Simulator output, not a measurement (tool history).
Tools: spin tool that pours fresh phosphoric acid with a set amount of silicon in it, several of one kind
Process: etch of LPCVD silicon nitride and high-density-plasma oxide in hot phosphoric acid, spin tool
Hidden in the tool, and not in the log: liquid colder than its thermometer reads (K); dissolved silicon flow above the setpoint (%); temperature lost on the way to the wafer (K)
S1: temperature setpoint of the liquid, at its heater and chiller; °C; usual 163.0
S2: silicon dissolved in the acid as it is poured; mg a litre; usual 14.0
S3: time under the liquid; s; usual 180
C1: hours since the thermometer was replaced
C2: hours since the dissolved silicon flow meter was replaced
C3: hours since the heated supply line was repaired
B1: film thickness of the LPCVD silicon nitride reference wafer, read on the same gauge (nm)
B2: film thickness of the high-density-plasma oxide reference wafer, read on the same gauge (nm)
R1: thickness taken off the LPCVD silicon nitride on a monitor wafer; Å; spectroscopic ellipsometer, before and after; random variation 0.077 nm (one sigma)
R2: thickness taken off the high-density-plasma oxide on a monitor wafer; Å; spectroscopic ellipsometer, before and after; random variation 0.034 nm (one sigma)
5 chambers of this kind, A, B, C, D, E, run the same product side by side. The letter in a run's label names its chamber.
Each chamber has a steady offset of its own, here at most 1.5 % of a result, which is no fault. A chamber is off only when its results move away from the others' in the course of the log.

run   hour     S1    S2   S3      C1      C2      C3      B1      B2      R1       R2
 1B    6.1  163.0  14.0  180  1520.0    79.8   568.8  130.01  60.021  191.26  10.7220
 2D   14.9  163.0  14.0  180  1075.7   882.9   810.2  130.01  60.030  192.60  10.5590
 3E   25.1  163.0  14.0  180   617.5   712.7   126.7  129.99  60.029  191.38  10.6860
 4C   36.9  163.0  14.0  180   185.8  1515.0  2332.8  129.99  59.981  190.40  10.1410
 5A   46.7  163.0  14.0  180  1018.8   718.5  1895.6  130.02  59.970  189.11  10.0540
 6C   59.5  163.0  14.0  180   208.4  1537.6  2355.4  129.97  60.025  188.69  10.4670
 7A   72.0  163.0  14.0  180  1044.1   743.8  1920.9  129.96  59.946  189.24   9.9522
 8B   79.2  163.0  14.0  180  1593.1   152.9   641.9  130.01  60.035  189.96   9.6233
 9D   85.9  163.0  14.0  180  1146.7   953.9   881.2  130.00  60.011  192.84   9.9781
10E   93.2  163.0  14.0  180   685.6   780.8   194.8  129.97  60.000  191.00  10.4740
11E  103.8  163.0  14.0  180   696.2   791.4   205.4  129.98  59.975  190.88  10.0170
12B  112.2  164.5  14.0  145  1626.1   185.9   674.9  129.97  60.009  161.29   9.6722
13A  123.7  164.5  14.0  145  1095.8   795.5  1972.6  130.00  59.963  159.37   9.3275
14D  132.8  164.5  14.0  145  1193.6  1000.8   928.1  130.02  60.015  162.40   9.6207
15C  144.5  164.5  14.0  145   293.4  1622.6  2440.4  130.00  59.967  159.67   9.2307
16B  156.4  164.5  14.0  145  1670.3   230.1   719.1  130.01  59.968  161.00   8.8239
     160.2  -- chamber C: heated supply line repaired
17A  168.3  163.0  14.0  180  1140.4   840.1  2017.2  129.98  59.996  189.01   9.7390
     169.8  -- chamber E: dissolved silicon flow meter replaced
18E  174.6  163.0  14.0  180   767.0     4.8   276.2  129.99  59.984  191.42   9.9757
19C  187.2  163.0  24.0  180   336.1  1665.3    27.0  130.01  59.965  188.83   8.0430
20D  194.3  163.0  24.0  180  1255.1  1062.3   989.6  129.98  59.972  191.59   7.5859
21B  205.8  163.0  24.0  180  1719.7   279.5   768.5  130.01  60.001  189.52   7.9623
22C  214.9  163.0  24.0  180   363.8  1693.0    54.7  130.02  60.029  189.09   7.9418
23E  224.2  163.0  24.0  180   816.6    54.4   325.8  130.00  60.008  192.84   7.5686
24D  236.6  163.0  14.0  180  1297.4  1104.6  1031.9  129.99  59.979  193.45  10.5900
25A  245.4  164.5  14.0  180  1217.5   917.2  2094.3  130.00  60.011  197.83  11.2220
26B  252.6  164.5  14.0  180  1766.5   326.3   815.3  129.95  59.989  200.41  11.1980
27D  259.7  164.5  14.0  180  1320.5  1127.7  1055.0  130.03  59.968  200.80  11.3320
28E  270.9  164.5  14.0  180   863.3   101.1   372.5  129.99  60.035  199.84  11.0450
29A  282.0  164.5  14.0  180  1254.1   953.8  2130.9  130.04  59.964  197.38  11.0070
30C  294.0  163.0  14.0  180   442.9  1772.1   133.8  130.03  60.043  190.24  10.6930
     298.8  -- chamber D: thermometer replaced
31A  306.6  163.0  14.0  180  1278.7   978.4  2155.5  129.98  60.029  189.56  10.4360
32C  316.0  163.0  14.0  180   464.9  1794.1   155.8  129.96  59.970  188.57   9.7417
33B  322.8  163.0  14.0  180  1836.7   396.5   885.5  129.99  60.006  192.17   9.7348
34E  331.3  163.0  21.5  180   923.7   161.5   432.9  129.99  60.066  190.71   8.5262
35D  343.2  163.0  21.5  180    44.5  1211.2  1138.5  130.00  60.077  192.96   8.9291
36C  349.4  163.0  21.5  180   498.3  1827.5   189.2  130.01  60.000  189.83   8.4925
37A  362.1  163.0  21.5  180  1334.2  1033.9  2211.0  129.99  59.998  189.22   8.3781
38B  367.7  163.0  21.5  180  1881.6   441.4   930.4  129.98  60.031  189.09   8.4626

What goes on in this fleet: one chamber off, a drifting gauge, or nothing beyond the chambers' own small offsets? Name the chamber and the cause, if any.

No chamber stands off beyond its own small offset, and the gauge holds steady.
